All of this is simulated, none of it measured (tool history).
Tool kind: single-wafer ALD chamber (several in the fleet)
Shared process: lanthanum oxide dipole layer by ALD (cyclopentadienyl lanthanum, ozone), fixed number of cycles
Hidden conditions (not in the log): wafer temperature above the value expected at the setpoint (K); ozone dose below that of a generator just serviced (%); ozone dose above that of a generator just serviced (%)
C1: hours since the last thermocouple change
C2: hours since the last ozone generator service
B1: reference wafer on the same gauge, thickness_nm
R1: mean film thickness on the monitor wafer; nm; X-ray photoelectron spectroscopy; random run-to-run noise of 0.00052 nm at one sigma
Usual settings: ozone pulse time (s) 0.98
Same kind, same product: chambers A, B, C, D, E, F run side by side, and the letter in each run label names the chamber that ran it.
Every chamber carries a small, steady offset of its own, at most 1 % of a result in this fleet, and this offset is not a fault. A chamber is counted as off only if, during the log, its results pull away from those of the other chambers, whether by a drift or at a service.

run 1B hour=6 | ozone_pulse_time_(s)=0.98 | C1=255.9 C2=1400 | B1=0.43499 | R1=0.49899
run 2E hour=15.2 | ozone_pulse_time_(s)=0.98 | C1=2383.8 C2=756.9 | B1=0.43483 | R1=0.49692
run 3C hour=21.6 | ozone_pulse_time_(s)=0.98 | C1=725.3 C2=402.2 | B1=0.43484 | R1=0.49531
run 4D hour=32 | ozone_pulse_time_(s)=0.98 | C1=757.6 C2=398.5 | B1=0.43487 | R1=0.49445
run 5F hour=38.4 | ozone_pulse_time_(s)=0.98 | C1=302.5 C2=126.2 | B1=0.43478 | R1=0.49713
run 6A hour=43.3 | ozone_pulse_time_(s)=0.98 | C1=760.3 C2=1873.1 | B1=0.43474 | R1=0.49703
run 7A hour=51.2 | ozone_pulse_time_(s)=0.98 | C1=768.2 C2=1881 | B1=0.43468 | R1=0.49635
run 8C hour=60.3 | ozone_pulse_time_(s)=0.98 | C1=764 C2=440.9 | B1=0.43468 | R1=0.49496
run 9E hour=70.2 | ozone_pulse_time_(s)=0.98 | C1=2438.8 C2=811.9 | B1=0.43461 | R1=0.49603
run 10D hour=76.8 | ozone_pulse_time_(s)=0.98 | C1=802.4 C2=443.3 | B1=0.43451 | R1=0.49414
run 11F hour=85.9 | ozone_pulse_time_(s)=0.98 | C1=350 C2=173.7 | B1=0.43454 | R1=0.49522
run 12B hour=90.6 | ozone_pulse_time_(s)=0.98 | C1=340.5 C2=1484.6 | B1=0.43446 | R1=0.4994
run 13A hour=96.6 | ozone_pulse_time_(s)=0.98 | C1=813.6 C2=1926.4 | B1=0.43442 | R1=0.49526
run 14D hour=104.7 | ozone_pulse_time_(s)=0.98 | C1=830.3 C2=471.2 | B1=0.43431 | R1=0.49387
run 15B hour=109.4 | ozone_pulse_time_(s)=0.98 | C1=359.3 C2=1503.4 | B1=0.43444 | R1=0.4984
run 16E hour=115.2 | ozone_pulse_time_(s)=0.98 | C1=2483.8 C2=856.9 | B1=0.43432 | R1=0.49533
run 17C hour=122.8 | ozone_pulse_time_(s)=0.98 | C1=826.5 C2=503.4 | B1=0.43418 | R1=0.49501
run 18F hour=129.6 | ozone_pulse_time_(s)=0.98 | C1=393.7 C2=217.4 | B1=0.4342 | R1=0.49568
run 19C hour=137.5 | ozone_pulse_time_(s)=0.98 | C1=841.2 C2=518.1 | B1=0.43422 | R1=0.49451
run 20D hour=143.8 | ozone_pulse_time_(s)=0.98 | C1=869.4 C2=510.3 | B1=0.43407 | R1=0.49342
run 21A hour=149.8 | ozone_pulse_time_(s)=0.98 | C1=866.8 C2=1979.6 | B1=0.43419 | R1=0.49474
run 22F hour=160.1 | ozone_pulse_time_(s)=0.98 | C1=424.2 C2=247.9 | B1=0.43401 | R1=0.49542
run 23B hour=166.6 | ozone_pulse_time_(s)=0.98 | C1=416.5 C2=1560.6 | B1=0.43403 | R1=0.49865
run 24E hour=176.9 | ozone_pulse_time_(s)=0.98 | C1=2545.5 C2=918.6 | B1=0.434 | R1=0.49617
run 25A hour=186.3 | ozone_pulse_time_(s)=0.98 | C1=903.3 C2=2016.1 | B1=0.43393 | R1=0.49406
run 26E hour=192.7 | ozone_pulse_time_(s)=0.98 | C1=2561.3 C2=934.4 | B1=0.43385 | R1=0.49666
run 27F hour=198 | ozone_pulse_time_(s)=0.98 | C1=462.1 C2=285.8 | B1=0.43369 | R1=0.49537
run 28B hour=205.6 | ozone_pulse_time_(s)=0.98 | C1=455.5 C2=1599.6 | B1=0.43374 | R1=0.49885
-- hour=211.7 chamber E: ozone generator serviced
run 29C hour=214.6 | ozone_pulse_time_(s)=0.73 | C1=918.3 C2=595.2 | B1=0.4337 | R1=0.44161
run 30D hour=220.8 | ozone_pulse_time_(s)=0.73 | C1=946.4 C2=587.3 | B1=0.4336 | R1=0.43999
run 31C hour=226 | ozone_pulse_time_(s)=0.73 | C1=929.7 C2=606.6 | B1=0.4336 | R1=0.44114
-- hour=226.8 chamber E: thermocouple changed; heater temperature recalibrated
-- hour=228.9 chamber A: ozone generator serviced
run 32D hour=231 | ozone_pulse_time_(s)=0.73 | C1=956.6 C2=597.5 | B1=0.43367 | R1=0.43953
run 33A hour=236.3 | ozone_pulse_time_(s)=0.73 | C1=953.3 C2=7.4 | B1=0.43353 | R1=0.44285
run 34B hour=245.4 | ozone_pulse_time_(s)=0.73 | C1=495.3 C2=1639.4 | B1=0.4335 | R1=0.44453
run 35F hour=251.8 | ozone_pulse_time_(s)=0.98 | C1=515.9 C2=339.6 | B1=0.43349 | R1=0.49522
run 36E hour=258.5 | ozone_pulse_time_(s)=0.98 | C1=31.8 C2=46.8 | B1=0.43356 | R1=0.49577
run 37E hour=267.7 | ozone_pulse_time_(s)=1.17 | C1=41 C2=56 | B1=0.43337 | R1=0.52155
run 38F hour=278 | ozone_pulse_time_(s)=1.17 | C1=542.1 C2=365.8 | B1=0.43333 | R1=0.52085
run 39D hour=288.4 | ozone_pulse_time_(s)=1.17 | C1=1014 C2=654.9 | B1=0.43332 | R1=0.51864
run 40B hour=297 | ozone_pulse_time_(s)=1.17 | C1=546.9 C2=1691 | B1=0.43326 | R1=0.52345
run 41C hour=302.8 | ozone_pulse_time_(s)=1.17 | C1=1006.5 C2=683.4 | B1=0.43325 | R1=0.51887
run 42A hour=308.9 | ozone_pulse_time_(s)=1.17 | C1=1025.9 C2=80 | B1=0.43317 | R1=0.51985

Has any chamber moved away from the others, gradually or after a service, or does the common gauge drift, or do the chambers differ only by their own small steady offsets? State the chamber and the most likely cause if one applies.

Gauge drift. The chambers move together only on paper, and none stands off.
Most likely cause: gauge reads low (%) = 0.426.

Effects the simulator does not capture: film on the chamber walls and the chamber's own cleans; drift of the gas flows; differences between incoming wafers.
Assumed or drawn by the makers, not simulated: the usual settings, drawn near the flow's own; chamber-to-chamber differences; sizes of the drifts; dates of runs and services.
